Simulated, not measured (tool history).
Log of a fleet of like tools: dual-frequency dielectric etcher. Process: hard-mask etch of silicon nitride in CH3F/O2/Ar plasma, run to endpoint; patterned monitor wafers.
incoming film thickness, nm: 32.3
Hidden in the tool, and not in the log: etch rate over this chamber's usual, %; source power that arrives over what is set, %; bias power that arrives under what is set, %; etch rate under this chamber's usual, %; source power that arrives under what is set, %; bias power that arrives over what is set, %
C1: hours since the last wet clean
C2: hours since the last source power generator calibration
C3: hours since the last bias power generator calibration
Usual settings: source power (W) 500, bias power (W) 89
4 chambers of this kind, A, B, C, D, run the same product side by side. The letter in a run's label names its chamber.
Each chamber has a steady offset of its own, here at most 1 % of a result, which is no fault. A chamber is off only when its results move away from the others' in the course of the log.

{"run": "1C", "hour": 4.7, "source power (W)": 500, "bias power (W)": 89, "C1": 327.8, "C2": 190.8, "C3": 2299.8, "endpoint time (s)": 39.976}
{"run": "2D", "hour": 8.5, "source power (W)": 500, "bias power (W)": 89, "C1": 381.1, "C2": 1399.8, "C3": 1992.6, "endpoint time (s)": 39.475}
{"run": "3A", "hour": 14.2, "source power (W)": 500, "bias power (W)": 89, "C1": 415.8, "C2": 3227.8, "C3": 2663.3, "endpoint time (s)": 39.971}
{"run": "4B", "hour": 18.7, "source power (W)": 500, "bias power (W)": 89, "C1": 162.9, "C2": 233.4, "C3": 2238.1, "endpoint time (s)": 40.367}
{"run": "5B", "hour": 24.3, "source power (W)": 500, "bias power (W)": 89, "C1": 168.5, "C2": 239.0, "C3": 2243.7, "endpoint time (s)": 40.252}
{"run": "6C", "hour": 27.8, "source power (W)": 500, "bias power (W)": 89, "C1": 350.9, "C2": 213.9, "C3": 2322.9, "endpoint time (s)": 40.023}
{"run": "7D", "hour": 33.5, "source power (W)": 500, "bias power (W)": 89, "C1": 406.1, "C2": 1424.8, "C3": 2017.6, "endpoint time (s)": 39.917}
{"run": "8A", "hour": 37.6, "source power (W)": 500, "bias power (W)": 89, "C1": 439.2, "C2": 3251.2, "C3": 2686.7, "endpoint time (s)": 40.189}
{"run": "9C", "hour": 42.8, "source power (W)": 500, "bias power (W)": 89, "C1": 365.9, "C2": 228.9, "C3": 2337.9, "endpoint time (s)": 40.208}
{"run": "10A", "hour": 46.3, "source power (W)": 500, "bias power (W)": 89, "C1": 447.9, "C2": 3259.9, "C3": 2695.4, "endpoint time (s)": 40.014}
{"run": "11B", "hour": 52.3, "source power (W)": 500, "bias power (W)": 89, "C1": 196.5, "C2": 267.0, "C3": 2271.7, "endpoint time (s)": 40.515}
{"run": "12D", "hour": 56.8, "source power (W)": 500, "bias power (W)": 89, "C1": 429.4, "C2": 1448.1, "C3": 2040.9, "endpoint time (s)": 39.646}
{"run": "13D", "hour": 60.4, "source power (W)": 500, "bias power (W)": 89, "C1": 433.0, "C2": 1451.7, "C3": 2044.5, "endpoint time (s)": 39.899}
{"run": "14A", "hour": 65.4, "source power (W)": 500, "bias power (W)": 89, "C1": 467.0, "C2": 3279.0, "C3": 2714.5, "endpoint time (s)": 39.972}
{"run": "15C", "hour": 69.9, "source power (W)": 550, "bias power (W)": 110, "C1": 393.0, "C2": 256.0, "C3": 2365.0, "endpoint time (s)": 35.695}
{"run": "16B", "hour": 76.1, "source power (W)": 550, "bias power (W)": 110, "C1": 220.3, "C2": 290.8, "C3": 2295.5, "endpoint time (s)": 36.585}
{"run": "17B", "hour": 79.0, "source power (W)": 550, "bias power (W)": 110, "C1": 223.2, "C2": 293.7, "C3": 2298.4, "endpoint time (s)": 36.78}
{"run": "18D", "hour": 82.4, "source power (W)": 550, "bias power (W)": 110, "C1": 455.0, "C2": 1473.7, "C3": 2066.5, "endpoint time (s)": 35.521}
{"run": "19C", "hour": 86.0, "source power (W)": 500, "bias power (W)": 89, "C1": 409.1, "C2": 272.1, "C3": 2381.1, "endpoint time (s)": 39.711}
{"run": "20A", "hour": 90.5, "source power (W)": 500, "bias power (W)": 89, "C1": 492.1, "C2": 3304.1, "C3": 2739.6, "endpoint time (s)": 39.978}
{"run": "21B", "hour": 96.1, "source power (W)": 500, "bias power (W)": 89, "C1": 240.3, "C2": 310.8, "C3": 2315.5, "endpoint time (s)": 41.132}
{"run": "22C", "hour": 100.4, "source power (W)": 500, "bias power (W)": 89, "C1": 423.5, "C2": 286.5, "C3": 2395.5, "endpoint time (s)": 40.213}
{"run": "23A", "hour": 106.1, "source power (W)": 500, "bias power (W)": 89, "C1": 507.7, "C2": 3319.7, "C3": 2755.2, "endpoint time (s)": 40.28}
{"run": "24D", "hour": 109.2, "source power (W)": 500, "bias power (W)": 89, "C1": 481.8, "C2": 1500.5, "C3": 2093.3, "endpoint time (s)": 39.527}
{"run": "25A", "hour": 115.1, "source power (W)": 500, "bias power (W)": 89, "C1": 516.7, "C2": 3328.7, "C3": 2764.2, "endpoint time (s)": 40.055}
{"run": "26C", "hour": 118.5, "source power (W)": 500, "bias power (W)": 89, "C1": 441.6, "C2": 304.6, "C3": 2413.6, "endpoint time (s)": 39.939}
{"run": "27D", "hour": 122.2, "source power (W)": 500, "bias power (W)": 89, "C1": 494.8, "C2": 1513.5, "C3": 2106.3, "endpoint time (s)": 39.545}
{"run": "28B", "hour": 125.6, "source power (W)": 460, "bias power (W)": 108, "C1": 269.8, "C2": 340.3, "C3": 2345.0, "endpoint time (s)": 40.318}

What goes on in this fleet: one chamber off, a drifting gauge, or nothing beyond the chambers' own small offsets? Name the chamber and the cause, if any.

Chamber B drifts away from the others.
Cause: etch rate under this chamber's usual, % = 3.87.

Here are 4 candidates for chamber B's next run, each the usual settings with a change, their results left as question marks. Which one brings its results back in line with what the others give on the usual settings?
In line means no further than this from the other chambers' mean on the usual settings: endpoint time (s) 0.510
{"run": "29B-1", "hour": 130.1, "source power (W)": 500, "bias power (W)": 94, "endpoint time (s)": "?"}
{"run": "29B-2", "hour": 130.1, "source power (W)": 470, "bias power (W)": 89, "endpoint time (s)": "?"}
{"run": "29B-3", "hour": 130.1, "source power (W)": 570, "bias power (W)": 89, "endpoint time (s)": "?"}
{"run": "29B-4", "hour": 130.1, "source power (W)": 440, "bias power (W)": 89, "endpoint time (s)": "?"}

The other chambers' mean on the usual settings: endpoint time (s) 39.949
run=29B-1 endpoint_time_(s)=41.207
run=29B-2 endpoint_time_(s)=42.991
run=29B-3 endpoint_time_(s)=39.994
run=29B-4 endpoint_time_(s)=44.063
29B-3 brings the chamber back in line.

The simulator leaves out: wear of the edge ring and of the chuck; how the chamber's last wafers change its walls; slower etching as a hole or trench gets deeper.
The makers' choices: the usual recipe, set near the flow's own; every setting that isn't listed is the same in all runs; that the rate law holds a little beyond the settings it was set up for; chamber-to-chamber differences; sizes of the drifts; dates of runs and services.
